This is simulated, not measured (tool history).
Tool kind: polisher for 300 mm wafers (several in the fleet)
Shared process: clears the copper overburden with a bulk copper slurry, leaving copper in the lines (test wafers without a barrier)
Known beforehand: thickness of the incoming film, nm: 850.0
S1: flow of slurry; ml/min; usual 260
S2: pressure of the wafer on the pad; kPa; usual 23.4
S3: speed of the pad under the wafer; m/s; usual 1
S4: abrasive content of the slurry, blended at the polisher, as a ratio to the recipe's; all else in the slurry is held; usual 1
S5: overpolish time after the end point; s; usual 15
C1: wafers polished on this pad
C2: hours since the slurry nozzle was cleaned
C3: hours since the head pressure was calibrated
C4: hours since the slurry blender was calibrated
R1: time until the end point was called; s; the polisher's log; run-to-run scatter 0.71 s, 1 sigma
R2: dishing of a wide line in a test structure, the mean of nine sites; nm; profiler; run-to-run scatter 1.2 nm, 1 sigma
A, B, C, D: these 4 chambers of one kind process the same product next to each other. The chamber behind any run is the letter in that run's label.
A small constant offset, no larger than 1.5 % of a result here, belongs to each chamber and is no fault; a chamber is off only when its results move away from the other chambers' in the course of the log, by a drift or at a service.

run,day,S1,S2,S3,S4,S5,C1,C2,C3,C4,R1,R2
1C,0.575,260,23.4,1,1,15,201,228,1043.6,181.6,88.427,86.848
2A,1.217,260,23.4,1,1,15,887,156.4,837.5,67,86.63,85.51
# day 1.275: chamber A: worn pad replaced by a new one
3D,1.8,260,23.4,1,1,15,818,78.9,342.2,51.7,86.246,88.314
4B,2.104,260,23.4,1,1,15,942,605.3,98.2,88.3,86.271,89.091
# day 2.612: chamber D: worn pad replaced by a new one
5B,2.758,320,23.4,1,1,15,1108,621,113.9,104,85.308,88.794
# day 3.008: chamber B: worn pad replaced by a new one
# day 3.133: chamber A: slurry blender recalibrated
6C,3.167,320,23.4,1,1,15,859,290.2,1105.8,243.8,85.664,89.953
7D,3.767,320,23.4,1,1,15,293,126.1,389.4,98.9,85.889,87.835
# day 4.104: chamber C: worn pad replaced by a new one
8A,4.167,320,23.4,1,1,15,734,227.2,908.3,24.8,84.608,85.928
9D,4.525,260,23.4,1,1,15,485,144.3,407.6,117.1,88.564,87.269
# day 4.733: chamber D: head pressure recalibrated
10A,5.025,260,23.4,1,1,15,952,247.8,928.9,45.4,85.439,87.552
11C,5.358,260,23.4,1,1,15,319,342.8,1158.4,296.4,87.394,85.449
# day 5.658: chamber A: worn pad replaced by a new one
12B,5.812,260,23.4,1,1,15,712,694.3,187.2,177.3,86.643,88.467
13D,6.304,260,23.4,1,1,15,937,187,37.8,159.8,87.777,88.85
# day 6.396: chamber D: worn pad replaced by a new one
14C,6.671,260,23.4,1,0.7,23,652,374.3,1189.9,327.9,93.626,111.94
15A,7.021,260,23.4,1,0.7,23,346,295.7,976.8,93.3,93.809,110.06
# day 7.225: chamber B: slurry nozzle cleaned
# day 7.479: chamber B: worn pad replaced by a new one
16B,7.692,260,23.4,1,0.7,23,54,11.2,232.3,222.4,92.512,112.59
# day 7.946: chamber C: slurry nozzle cleaned
# day 8: chamber A: slurry nozzle cleaned
# day 8.138: chamber A: slurry blender recalibrated
17D,8.175,260,23.4,1,0.7,23,452,231.9,82.7,204.7,95.258,110.58
# day 8.521: chamber B: slurry blender recalibrated
18C,8.567,260,26.2,1,1,15,1133,15,1235.4,373.4,78.642,95.267
# day 8.758: chamber C: worn pad replaced by a new one
19B,8.904,260,26.2,1,1,15,362,40.3,261.4,9.2,78.423,95.223
# day 9.021: chamber C: head pressure recalibrated
20A,9.283,260,26.2,1,1,15,920,30.8,1031.1,27.6,76.18,95.754
21C,9.688,260,26.2,1,1,15,236,41.9,16.1,400.3,78.516,96.837
# day 9.888: chamber C: slurry blender recalibrated
# day 9.962: chamber A: worn pad replaced by a new one
22B,10.3,260,23.4,1,1,15,716,73.8,294.9,42.7,86.831,88.249
# day 10.933: chamber D: worn pad replaced by a new one
23A,10.946,260,23.4,1,1,15,250,70.7,1071,67.5,87.031,87.472
24D,11.442,260,23.4,1,1,15,130,310.3,161.1,283.1,87.65,87.979
# day 11.554: chamber B: worn pad replaced by a new one
25C,11.796,260,23.4,1,1,15,771,92.5,66.7,45.9,86.479,85.419
26A,12.333,260,23.4,1,1,15,602,104,1104.3,100.8,86.559,87.301
# day 12.438: chamber C: worn pad replaced by a new one
27B,12.833,260,23.4,1,1,15,325,134.6,355.7,103.5,87.997,85.687
# day 12.9: chamber A: slurry blender recalibrated
28D,13.262,325,23.4,1,1,15,592,354,204.8,326.8,86.259,90.031
# day 13.508: chamber D: slurry nozzle cleaned
29C,13.758,325,23.4,1,1,15,335,139.6,113.8,93,85.568,86.618
# day 14.004: chamber A: worn pad replaced by a new one
30B,14.408,325,23.4,1,1,15,724,172.4,393.5,141.3,85.918,90.163
31A,14.829,325,23.4,1,1,15,210,163.9,1164.2,46.3,85.235,88.021
32D,15.212,230,23.4,1.26,1,15,1087,40.9,251.6,373.6,70.328,102.97
# day 15.4: chamber D: worn pad replaced by a new one
33A,15.854,230,23.4,1.26,1,15,470,188.5,1188.8,70.9,70.541,102.44
# day 16: chamber B: worn pad replaced by a new one
# day 16.225: chamber D: slurry blender recalibrated
34C,16.429,230,23.4,1.26,1,15,1013,203.7,177.9,157.1,70.42,101.35
# day 16.867: chamber C: worn pad replaced by a new one
35D,16.988,230,23.4,1.26,1,15,404,83.5,294.2,18.3,70.567,102.45
36B,17.446,260,23.4,1,1,15,367,245.3,466.4,214.2,86.03,89.625
# day 17.925: chamber A: worn pad replaced by a new one
37C,18.117,260,23.4,1,1,15,317,244.2,218.4,197.6,86.865,86.277
# day 18.233: chamber A: slurry blender recalibrated
38A,18.512,260,23.4,1,1,15,149,252.3,1252.6,6.7,85.503,86.191
# day 18.8: chamber D: worn pad replaced by a new one
39B,18.829,260,26.2,1,1.2,15,718,278.5,499.6,247.4,74.588,98.163
40D,19.242,260,26.2,1,1.2,15,113,137.6,348.3,72.4,75.855,97.402
41A,19.775,260,26.2,1,1.2,15,470,282.6,1282.9,37,75.42,96.965

Is one chamber out of step, is the gauge drifting, or do the chambers differ by no more than their own small offsets? For an off chamber, give its letter and the likeliest cause.

No chamber is off and the gauge is stable; the differences are just each chamber's small, constant offset.
